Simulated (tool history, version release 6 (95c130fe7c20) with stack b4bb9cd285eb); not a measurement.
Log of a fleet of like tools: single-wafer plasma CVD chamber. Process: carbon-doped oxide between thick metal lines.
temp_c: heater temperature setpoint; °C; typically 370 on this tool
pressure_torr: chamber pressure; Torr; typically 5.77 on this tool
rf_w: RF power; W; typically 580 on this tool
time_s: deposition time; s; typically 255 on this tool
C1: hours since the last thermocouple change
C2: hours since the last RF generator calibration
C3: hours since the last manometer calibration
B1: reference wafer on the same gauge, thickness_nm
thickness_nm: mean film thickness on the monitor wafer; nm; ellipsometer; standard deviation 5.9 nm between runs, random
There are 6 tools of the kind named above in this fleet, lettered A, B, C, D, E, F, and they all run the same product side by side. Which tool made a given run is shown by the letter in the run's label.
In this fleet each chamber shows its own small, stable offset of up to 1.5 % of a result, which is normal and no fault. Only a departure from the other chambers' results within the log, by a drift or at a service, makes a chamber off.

{"run": "1B", "day": 0.162, "temp_c": 370, "pressure_torr": 5.77, "rf_w": 580, "time_s": 255, "C1": 326.0, "C2": 1005.4, "C3": 338.5, "B1": 1629.4, "thickness_nm": 1369.2}
{"run": "2C", "day": 0.325, "temp_c": 370, "pressure_torr": 5.77, "rf_w": 580, "time_s": 255, "C1": 1241.2, "C2": 439.0, "C3": 1364.3, "B1": 1630.7, "thickness_nm": 1388.2}
{"run": "3E", "day": 0.429, "temp_c": 370, "pressure_torr": 5.77, "rf_w": 580, "time_s": 255, "C1": 915.5, "C2": 36.0, "C3": 309.5, "B1": 1629.4, "thickness_nm": 1357.2}
{"run": "4A", "day": 0.596, "temp_c": 370, "pressure_torr": 5.77, "rf_w": 580, "time_s": 255, "C1": 459.6, "C2": 608.8, "C3": 1178.8, "B1": 1628.3, "thickness_nm": 1367.5}
{"run": "5D", "day": 0.808, "temp_c": 379, "pressure_torr": 5.77, "rf_w": 580, "time_s": 293, "C1": 898.0, "C2": 341.7, "C3": 787.7, "B1": 1630.5, "thickness_nm": 1520.0}
{"run": "6F", "day": 0.983, "temp_c": 379, "pressure_torr": 5.77, "rf_w": 580, "time_s": 293, "C1": 1497.7, "C2": 446.6, "C3": 1005.1, "B1": 1630.6, "thickness_nm": 1530.2}
{"run": "7A", "day": 1.192, "temp_c": 379, "pressure_torr": 5.77, "rf_w": 580, "time_s": 293, "C1": 473.9, "C2": 623.1, "C3": 1193.1, "B1": 1629.7, "thickness_nm": 1530.6}
{"run": "8B", "day": 1.358, "temp_c": 379, "pressure_torr": 5.77, "rf_w": 580, "time_s": 293, "C1": 354.7, "C2": 1034.1, "C3": 367.2, "B1": 1628.1, "thickness_nm": 1543.7}
{"run": "9F", "day": 1.525, "temp_c": 379, "pressure_torr": 5.77, "rf_w": 580, "time_s": 293, "C1": 1510.7, "C2": 459.6, "C3": 1018.1, "B1": 1629.1, "thickness_nm": 1537.0}
{"run": "10C", "day": 1.733, "temp_c": 379, "pressure_torr": 5.77, "rf_w": 580, "time_s": 293, "C1": 1275.0, "C2": 472.8, "C3": 1398.1, "B1": 1629.3, "thickness_nm": 1569.6}
{"run": "11E", "day": 1.896, "temp_c": 370, "pressure_torr": 5.77, "rf_w": 580, "time_s": 255, "C1": 950.7, "C2": 71.2, "C3": 344.7, "B1": 1629.7, "thickness_nm": 1355.6}
{"run": "12D", "day": 2.121, "temp_c": 370, "pressure_torr": 5.77, "rf_w": 580, "time_s": 255, "C1": 929.5, "C2": 373.2, "C3": 819.2, "B1": 1631.4, "thickness_nm": 1354.1}
{"run": "13B", "day": 2.229, "temp_c": 370, "pressure_torr": 5.77, "rf_w": 580, "time_s": 255, "C1": 375.6, "C2": 1055.0, "C3": 388.1, "B1": 1629.4, "thickness_nm": 1366.2}
{"run": "14F", "day": 2.338, "temp_c": 370, "pressure_torr": 5.77, "rf_w": 580, "time_s": 255, "C1": 1530.2, "C2": 479.1, "C3": 1037.6, "B1": 1631.1, "thickness_nm": 1366.6}
{"run": "15E", "day": 2.5, "temp_c": 370, "pressure_torr": 5.77, "rf_w": 580, "time_s": 255, "C1": 965.2, "C2": 85.7, "C3": 359.2, "B1": 1632.1, "thickness_nm": 1350.0}
{"run": "16C", "day": 2.625, "temp_c": 377, "pressure_torr": 5.77, "rf_w": 580, "time_s": 288, "C1": 1296.4, "C2": 494.2, "C3": 1419.5, "B1": 1631.3, "thickness_nm": 1547.4}
{"run": "17A", "day": 2.742, "temp_c": 377, "pressure_torr": 5.77, "rf_w": 580, "time_s": 288, "C1": 511.1, "C2": 660.3, "C3": 1230.3, "B1": 1629.1, "thickness_nm": 1506.8}
{"run": "18D", "day": 2.862, "temp_c": 377, "pressure_torr": 5.77, "rf_w": 580, "time_s": 288, "C1": 947.3, "C2": 391.0, "C3": 837.0, "B1": 1630.1, "thickness_nm": 1511.0}
{"run": "19D", "day": 3.071, "temp_c": 377, "pressure_torr": 5.77, "rf_w": 580, "time_s": 288, "C1": 952.3, "C2": 396.0, "C3": 842.0, "B1": 1629.1, "thickness_nm": 1520.6}
{"run": "20E", "day": 3.204, "temp_c": 377, "pressure_torr": 5.77, "rf_w": 580, "time_s": 288, "C1": 982.1, "C2": 102.6, "C3": 376.1, "B1": 1629.6, "thickness_nm": 1510.2}
{"run": "21C", "day": 3.35, "temp_c": 377, "pressure_torr": 5.77, "rf_w": 580, "time_s": 288, "C1": 1313.8, "C2": 511.6, "C3": 1436.9, "B1": 1630.9, "thickness_nm": 1535.2}
{"run": "22B", "day": 3.579, "temp_c": 370, "pressure_torr": 5.77, "rf_w": 580, "time_s": 255, "C1": 408.0, "C2": 1087.4, "C3": 420.5, "B1": 1629.9, "thickness_nm": 1370.7}
{"run": "23A", "day": 3.679, "temp_c": 364, "pressure_torr": 5.77, "rf_w": 685, "time_s": 255, "C1": 533.6, "C2": 682.8, "C3": 1252.8, "B1": 1630.9, "thickness_nm": 1521.9}
{"run": "24F", "day": 3.883, "temp_c": 364, "pressure_torr": 5.77, "rf_w": 685, "time_s": 255, "C1": 1567.3, "C2": 516.2, "C3": 1074.7, "B1": 1630.2, "thickness_nm": 1516.8}
{"run": "25C", "day": 4.033, "temp_c": 364, "pressure_torr": 5.77, "rf_w": 685, "time_s": 255, "C1": 1330.2, "C2": 528.0, "C3": 1453.3, "B1": 1628.3, "thickness_nm": 1550.9}
{"run": "26A", "day": 4.212, "temp_c": 364, "pressure_torr": 5.77, "rf_w": 685, "time_s": 255, "C1": 546.4, "C2": 695.6, "C3": 1265.6, "B1": 1630.6, "thickness_nm": 1512.1}
{"run": "27F", "day": 4.371, "temp_c": 364, "pressure_torr": 5.77, "rf_w": 685, "time_s": 255, "C1": 1579.0, "C2": 527.9, "C3": 1086.4, "B1": 1629.4, "thickness_nm": 1525.8}
{"run": "28E", "day": 4.571, "temp_c": 364, "pressure_torr": 5.77, "rf_w": 685, "time_s": 255, "C1": 1014.9, "C2": 135.4, "C3": 408.9, "B1": 1630.2, "thickness_nm": 1518.8}
{"run": "29D", "day": 4.692, "temp_c": 370, "pressure_torr": 5.77, "rf_w": 580, "time_s": 255, "C1": 991.2, "C2": 434.9, "C3": 880.9, "B1": 1629.9, "thickness_nm": 1366.0}
{"run": "30B", "day": 4.808, "temp_c": 370, "pressure_torr": 5.77, "rf_w": 580, "time_s": 255, "C1": 437.5, "C2": 1116.9, "C3": 450.0, "B1": 1629.3, "thickness_nm": 1363.9}
{"run": "31C", "day": 5.038, "temp_c": 370, "pressure_torr": 5.77, "rf_w": 580, "time_s": 255, "C1": 1354.3, "C2": 552.1, "C3": 1477.4, "B1": 1630.7, "thickness_nm": 1395.9}
{"run": "32F", "day": 5.254, "temp_c": 370, "pressure_torr": 5.77, "rf_w": 465, "time_s": 218, "C1": 1600.2, "C2": 549.1, "C3": 1107.6, "B1": 1630.9, "thickness_nm": 1016.3}
{"run": "33E", "day": 5.358, "temp_c": 370, "pressure_torr": 5.77, "rf_w": 465, "time_s": 218, "C1": 1033.8, "C2": 154.3, "C3": 427.8, "B1": 1630.5, "thickness_nm": 1009.5}
{"run": "34A", "day": 5.488, "temp_c": 370, "pressure_torr": 5.77, "rf_w": 465, "time_s": 218, "C1": 577.0, "C2": 726.2, "C3": 1296.2, "B1": 1630.5, "thickness_nm": 1020.4}
{"run": "35B", "day": 5.612, "temp_c": 370, "pressure_torr": 5.77, "rf_w": 465, "time_s": 218, "C1": 456.8, "C2": 1136.2, "C3": 469.3, "B1": 1628.8, "thickness_nm": 1019.6}
{"run": "36D", "day": 5.742, "temp_c": 370, "pressure_torr": 5.77, "rf_w": 465, "time_s": 218, "C1": 1016.4, "C2": 460.1, "C3": 906.1, "B1": 1631.3, "thickness_nm": 1015.6}
{"run": "37D", "day": 5.971, "temp_c": 370, "pressure_torr": 5.77, "rf_w": 465, "time_s": 218, "C1": 1021.9, "C2": 465.6, "C3": 911.6, "B1": 1629.7, "thickness_nm": 1010.4}
{"run": "38C", "day": 6.1, "temp_c": 370, "pressure_torr": 5.77, "rf_w": 580, "time_s": 255, "C1": 1379.8, "C2": 577.6, "C3": 1502.9, "B1": 1631.0, "thickness_nm": 1387.9}
{"run": "39A", "day": 6.321, "temp_c": 370, "pressure_torr": 5.77, "rf_w": 580, "time_s": 255, "C1": 597.0, "C2": 746.2, "C3": 1316.2, "B1": 1630.3, "thickness_nm": 1365.2}
{"run": "40B", "day": 6.517, "temp_c": 370, "pressure_torr": 5.77, "rf_w": 580, "time_s": 255, "C1": 478.5, "C2": 1157.9, "C3": 491.0, "B1": 1628.2, "thickness_nm": 1372.6}
{"run": "41E", "day": 6.646, "temp_c": 370, "pressure_torr": 5.77, "rf_w": 580, "time_s": 255, "C1": 1064.7, "C2": 185.2, "C3": 458.7, "B1": 1629.2, "thickness_nm": 1357.1}

Has any chamber moved away from the others, gradually or after a service, or does the common gauge drift, or do the chambers differ only by their own small steady offsets? State the chamber and the most likely cause if one applies.

All chambers stay in line apart from their small fixed offsets, and the gauge does not drift.

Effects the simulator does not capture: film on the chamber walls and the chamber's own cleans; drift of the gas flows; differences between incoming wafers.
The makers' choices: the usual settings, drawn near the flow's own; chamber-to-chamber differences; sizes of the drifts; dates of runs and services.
